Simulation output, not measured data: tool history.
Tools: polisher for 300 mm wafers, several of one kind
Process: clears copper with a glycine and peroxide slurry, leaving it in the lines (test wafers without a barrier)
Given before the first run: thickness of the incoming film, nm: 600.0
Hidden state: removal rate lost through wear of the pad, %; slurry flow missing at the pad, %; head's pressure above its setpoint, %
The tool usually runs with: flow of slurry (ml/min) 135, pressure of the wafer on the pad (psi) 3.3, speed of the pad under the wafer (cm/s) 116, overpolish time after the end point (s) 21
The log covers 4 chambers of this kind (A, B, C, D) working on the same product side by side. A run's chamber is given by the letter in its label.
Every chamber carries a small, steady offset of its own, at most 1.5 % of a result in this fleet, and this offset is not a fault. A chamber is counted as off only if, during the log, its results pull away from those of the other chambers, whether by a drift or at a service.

run   hour  flow of slurry (ml/min)  pressure of the wafer on the pad (psi)  speed of the pad under the wafer (cm/s)  overpolish time after the end point (s)  wafers polished on this pad  hours since the slurry nozzle was cleaned  hours since the head pressure was calibrated  time until the end point was called (s)  dishing of a wide line in a test structure (angstrom)
 1C    2.9                      135                                     3.3                                      116                                       21                          206                                      237.9                                         203.8                                   98.611                                                 409.46
 2A    5.9                      135                                     3.3                                      116                                       21                         1233                                        428                                         568.9                                   100.43                                                 405.57
 3B    8.1                      135                                     3.3                                      116                                       21                          165                                      277.3                                         850.1                                    99.16                                                 403.08
 4D   10.8                      135                                     3.3                                      116                                       21                          467                                      163.8                                         513.4                                   100.43                                                 414.72
 5B   14.4                      135                                     3.3                                      116                                       21                          245                                      283.6                                         856.4                                   97.898                                                 410.44
        15  -- chamber A: worn pad replaced by a new one
 6C   17.6                      135                                     3.3                                      116                                       21                          391                                      252.6                                         218.5                                   98.496                                                 417.94
 7D   21.8                      135                                     3.3                                      116                                       21                          605                                      174.8                                         524.4                                   98.855                                                 425.08
 8A     24                      135                                     3.3                                      116                                       21                          114                                      446.1                                           587                                   97.052                                                 421.08
 9A   26.1                      135                                     2.2                                       98                                       21                          140                                      448.2                                         589.1                                   155.32                                                 354.79
      28.4  -- chamber D: worn pad replaced by a new one
10D   28.7                      135                                     2.2                                       98                                       21                            4                                      181.7                                         531.3                                   161.24                                                 346.06
11B   31.7                      135                                     2.2                                       98                                       21                          462                                      300.9                                         873.7                                   154.14                                                 344.22
12C   34.8                      135                                     2.2                                       98                                       21                          606                                      269.8                                         235.7                                   161.17                                                 347.44
13B   37.6                      135                                     3.3                                      116                                       21                          536                                      306.8                                         879.6                                   98.475                                                 403.98
14D   40.8                      135                                     3.3                                      116                                       21                          156                                      193.8                                         543.4                                   101.44                                                 416.08
15C   43.6                      100                                     3.3                                       82                                       21                          717                                      278.6                                         244.5                                   144.94                                                 360.41
16A     46                      100                                     3.3                                       82                                       21                          390                                      468.1                                           609                                   141.56                                                 377.74
17A   48.7                      100                                     3.3                                       82                                       21                          423                                      470.8                                         611.7                                   141.15                                                  368.6
18B   52.6                      100                                     3.3                                       82                                       21                          724                                      321.8                                         894.6                                   142.18                                                 383.86
19D   55.8                      135                                     3.3                                      116                                       21                          344                                      208.8                                         558.4                                   99.821                                                 434.23
20C   59.3                      135                                     3.3                                      116                                       21                          914                                      294.3                                         260.2                                   102.24                                                 410.27
      61.3  -- chamber C: worn pad replaced by a new one
21C   62.7                      135                                     3.3                                      116                                       21                           18                                      297.7                                         263.6                                   99.703                                                 432.34
        63  -- chamber A: slurry nozzle cleaned
22B   64.6                      135                                     3.3                                      116                                       21                          874                                      333.8                                         906.6                                   101.36                                                 411.31
23A   67.3                      135                                     3.3                                      116                                       21                          657                                        4.4                                         630.3                                   100.83                                                 423.03
24D   70.5                      135                                     3.3                                      116                                       21                          528                                      223.5                                         573.1                                   99.889                                                 451.07
25C   73.8                      135                                     3.3                                      116                                       21                          158                                      308.8                                         274.7                                   101.32                                                 432.29
      75.7  -- chamber D: slurry nozzle cleaned
26B   76.7                      135                                     3.3                                      116                                       21                         1026                                      345.9                                         918.7                                   97.638                                                 438.69
27D     81                      170                                     3.3                                      116                                       21                          660                                        5.4                                         583.6                                   95.641                                                 427.35
28A   83.2                      170                                     3.3                                      116                                       21                          856                                       20.3                                         646.2                                   94.368                                                 429.22
      85.8  -- chamber B: head pressure recalibrated
      86.4  -- chamber B: worn pad replaced by a new one
29D   86.7                      170                                     3.3                                      116                                       21                          731                                       11.1                                         589.3                                   98.515                                                 420.08
30A   90.9                      170                                     3.3                                      116                                       21                          953                                         28                                         653.9                                   97.909                                                  420.1
31C     93                      135                                     3.3                                      116                                       21                          398                                        328                                         293.9                                   100.75                                                 418.28
      95.9  -- chamber D: worn pad replaced by a new one
32B   96.2                      135                                     3.3                                      116                                       21                          123                                      365.4                                          10.4                                   97.995                                                 432.31
33C    100                      135                                     3.3                                      116                                       21                          486                                        335                                         300.9                                   97.537                                                 414.01
34B  103.3                      135                                     3.3                                      116                                       21                          212                                      372.5                                          17.5                                   98.109                                                 431.26
35D  106.4                      135                                     3.3                                       78                                       21                          132                                       30.8                                           609                                   141.75                                                 370.64
36A  110.4                      135                                     3.3                                       78                                       21                         1198                                       47.5                                         673.4                                   137.57                                                 389.67
37A  112.3                      135                                     3.3                                       78                                       21                         1221                                       49.4                                         675.3                                   135.13                                                 379.34
38D  114.4                      135                                     3.3                                       78                                       21                          233                                       38.8                                           617                                   140.33                                                 376.76
39B  118.5                      135                                     3.3                                      116                                       21                          403                                      387.7                                          32.7                                   97.373                                                 416.99

What goes on in this fleet: one chamber off, a drifting gauge, or nothing beyond the chambers' own small offsets? Name the chamber and the cause, if any.

Neither any chamber nor the gauge drifts; the chambers differ only by their own small, steady offsets.

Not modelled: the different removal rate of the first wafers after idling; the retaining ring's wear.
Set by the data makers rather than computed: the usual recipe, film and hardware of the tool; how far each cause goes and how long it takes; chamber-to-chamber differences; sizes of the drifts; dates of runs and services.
